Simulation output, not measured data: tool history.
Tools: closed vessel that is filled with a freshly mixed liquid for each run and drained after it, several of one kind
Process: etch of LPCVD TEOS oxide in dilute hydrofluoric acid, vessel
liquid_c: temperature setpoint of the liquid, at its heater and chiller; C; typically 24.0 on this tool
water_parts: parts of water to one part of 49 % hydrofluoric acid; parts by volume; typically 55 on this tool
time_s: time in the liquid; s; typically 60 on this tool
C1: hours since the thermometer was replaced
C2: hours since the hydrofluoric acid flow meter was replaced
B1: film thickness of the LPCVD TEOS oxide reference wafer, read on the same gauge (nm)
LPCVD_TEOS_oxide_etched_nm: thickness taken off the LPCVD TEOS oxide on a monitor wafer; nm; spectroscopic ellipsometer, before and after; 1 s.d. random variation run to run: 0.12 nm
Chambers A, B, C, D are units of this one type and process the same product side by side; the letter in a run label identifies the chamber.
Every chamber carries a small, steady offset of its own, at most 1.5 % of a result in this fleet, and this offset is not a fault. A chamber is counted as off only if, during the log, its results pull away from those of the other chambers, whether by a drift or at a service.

Run 1A, hour 3.5: usual settings; C1 245.3; C2 163.9; B1 89.977. Result: LPCVD_TEOS_oxide_etched_nm 19.182 nm.
Run 2C, hour 6.7: usual settings; C1 73.6; C2 1192.6; B1 89.992. Result: LPCVD_TEOS_oxide_etched_nm 19.192 nm.
Run 3B, hour 10.6: usual settings; C1 824.8; C2 135.6; B1 89.980. Result: LPCVD_TEOS_oxide_etched_nm 19.116 nm.
Run 4D, hour 13.9: usual settings; C1 400.6; C2 1693.6; B1 89.995. Result: LPCVD_TEOS_oxide_etched_nm 19.507 nm.
Run 5A, hour 17.8: usual settings but water_parts 75 parts by volume, time_s 90 s; C1 259.6; C2 178.2; B1 89.972. Result: LPCVD_TEOS_oxide_etched_nm 20.462 nm.
Run 6D, hour 21.6: usual settings but water_parts 75 parts by volume, time_s 90 s; C1 408.3; C2 1701.3; B1 89.980. Result: LPCVD_TEOS_oxide_etched_nm 21.021 nm.
Run 7C, hour 26.7: usual settings but water_parts 75 parts by volume, time_s 90 s; C1 93.6; C2 1212.6; B1 90.024. Result: LPCVD_TEOS_oxide_etched_nm 20.647 nm.
Run 8B, hour 31.9: usual settings but water_parts 75 parts by volume, time_s 90 s; C1 846.1; C2 156.9; B1 89.989. Result: LPCVD_TEOS_oxide_etched_nm 20.686 nm.
Run 9A, hour 35.6: usual settings; C1 277.4; C2 196.0; B1 90.004. Result: LPCVD_TEOS_oxide_etched_nm 19.207 nm.
Run 10C, hour 39.8: usual settings; C1 106.7; C2 1225.7; B1 89.995. Result: LPCVD_TEOS_oxide_etched_nm 19.310 nm.
Run 11B, hour 43.7: usual settings; C1 857.9; C2 168.7; B1 89.988. Result: LPCVD_TEOS_oxide_etched_nm 19.140 nm.
Run 12D, hour 47.3: usual settings; C1 434.0; C2 1727.0; B1 89.971. Result: LPCVD_TEOS_oxide_etched_nm 19.392 nm.
Run 13B, hour 52.1: usual settings but liquid_c 20.5 C, time_s 90 s; C1 866.3; C2 177.1; B1 89.960. Result: LPCVD_TEOS_oxide_etched_nm 24.956 nm.
Run 14D, hour 56.0: usual settings but liquid_c 20.5 C, time_s 90 s; C1 442.7; C2 1735.7; B1 89.973. Result: LPCVD_TEOS_oxide_etched_nm 25.138 nm.
Run 15A, hour 59.7: usual settings but liquid_c 20.5 C, time_s 90 s; C1 301.5; C2 220.1; B1 89.986. Result: LPCVD_TEOS_oxide_etched_nm 25.059 nm.
Run 16C, hour 62.6: usual settings but liquid_c 20.5 C, time_s 90 s; C1 129.5; C2 1248.5; B1 89.995. Result: LPCVD_TEOS_oxide_etched_nm 24.874 nm.
Run 17A, hour 67.6: usual settings; C1 309.4; C2 228.0; B1 89.981. Result: LPCVD_TEOS_oxide_etched_nm 19.312 nm.
Run 18D, hour 70.4: usual settings; C1 457.1; C2 1750.1; B1 90.034. Result: LPCVD_TEOS_oxide_etched_nm 19.526 nm.
Run 19C, hour 73.5: usual settings; C1 140.4; C2 1259.4; B1 90.045. Result: LPCVD_TEOS_oxide_etched_nm 19.337 nm.
Run 20B, hour 77.5: usual settings; C1 891.7; C2 202.5; B1 89.995. Result: LPCVD_TEOS_oxide_etched_nm 19.253 nm.
Run 21D, hour 82.5: usual settings but liquid_c 21.5 C, water_parts 40 parts by volume; C1 469.2; C2 1762.2; B1 89.979. Result: LPCVD_TEOS_oxide_etched_nm 24.640 nm.
Run 22A, hour 86.1: usual settings but liquid_c 21.5 C, water_parts 40 parts by volume; C1 327.9; C2 246.5; B1 89.982. Result: LPCVD_TEOS_oxide_etched_nm 24.461 nm.
Run 23B, hour 88.7: usual settings but liquid_c 21.5 C, water_parts 40 parts by volume; C1 902.9; C2 213.7; B1 90.040. Result: LPCVD_TEOS_oxide_etched_nm 24.328 nm.
Run 24C, hour 92.5: usual settings but liquid_c 21.5 C, water_parts 40 parts by volume; C1 159.4; C2 1278.4; B1 90.038. Result: LPCVD_TEOS_oxide_etched_nm 24.411 nm.
Run 25D, hour 96.6: usual settings; C1 483.3; C2 1776.3; B1 90.011. Result: LPCVD_TEOS_oxide_etched_nm 19.603 nm.
Run 26B, hour 101.5: usual settings; C1 915.7; C2 226.5; B1 89.970. Result: LPCVD_TEOS_oxide_etched_nm 19.322 nm.
Run 27C, hour 105.2: usual settings; C1 172.1; C2 1291.1; B1 89.996. Result: LPCVD_TEOS_oxide_etched_nm 19.292 nm.
Run 28A, hour 108.6: usual settings; C1 350.4; C2 269.0; B1 90.042. Result: LPCVD_TEOS_oxide_etched_nm 19.525 nm.
Run 29C, hour 113.9: usual settings but liquid_c 19.5 C, water_parts 45 parts by volume; C1 180.8; C2 1299.8; B1 89.981. Result: LPCVD_TEOS_oxide_etched_nm 19.805 nm.
Run 30D, hour 116.8: usual settings but liquid_c 19.5 C, water_parts 45 parts by volume; C1 503.5; C2 1796.5; B1 90.006. Result: LPCVD_TEOS_oxide_etched_nm 19.861 nm.
Run 31A, hour 121.2: usual settings but liquid_c 19.5 C, water_parts 45 parts by volume; C1 363.0; C2 281.6; B1 90.038. Result: LPCVD_TEOS_oxide_etched_nm 19.955 nm.
Run 32B, hour 126.5: usual settings but liquid_c 19.5 C, water_parts 45 parts by volume; C1 940.7; C2 251.5; B1 89.992. Result: LPCVD_TEOS_oxide_etched_nm 19.682 nm.
Run 33A, hour 129.5: usual settings; C1 371.3; C2 289.9; B1 89.988. Result: LPCVD_TEOS_oxide_etched_nm 19.327 nm.
Run 34B, hour 132.1: usual settings; C1 946.3; C2 257.1; B1 90.001. Result: LPCVD_TEOS_oxide_etched_nm 19.215 nm.
Run 35C, hour 137.4: usual settings but water_parts 45 parts by volume, time_s 90 s; C1 204.3; C2 1323.3; B1 89.939. Result: LPCVD_TEOS_oxide_etched_nm 35.590 nm.

The same settings go to every chamber for the next run, one line per chamber below. Forecast the results for each:
Run 36A, hour 141.4: usual settings. Result: LPCVD_TEOS_oxide_etched_nm ?.
Run 36B, hour 141.4: usual settings. Result: LPCVD_TEOS_oxide_etched_nm ?.
Run 36C, hour 141.4: usual settings. Result: LPCVD_TEOS_oxide_etched_nm ?.
Run 36D, hour 141.4: usual settings. Result: LPCVD_TEOS_oxide_etched_nm ?.

run  LPCVD_TEOS_oxide_etched_nm
36A                      19.315
36B                      19.190
36C                      19.206
36D                      19.358

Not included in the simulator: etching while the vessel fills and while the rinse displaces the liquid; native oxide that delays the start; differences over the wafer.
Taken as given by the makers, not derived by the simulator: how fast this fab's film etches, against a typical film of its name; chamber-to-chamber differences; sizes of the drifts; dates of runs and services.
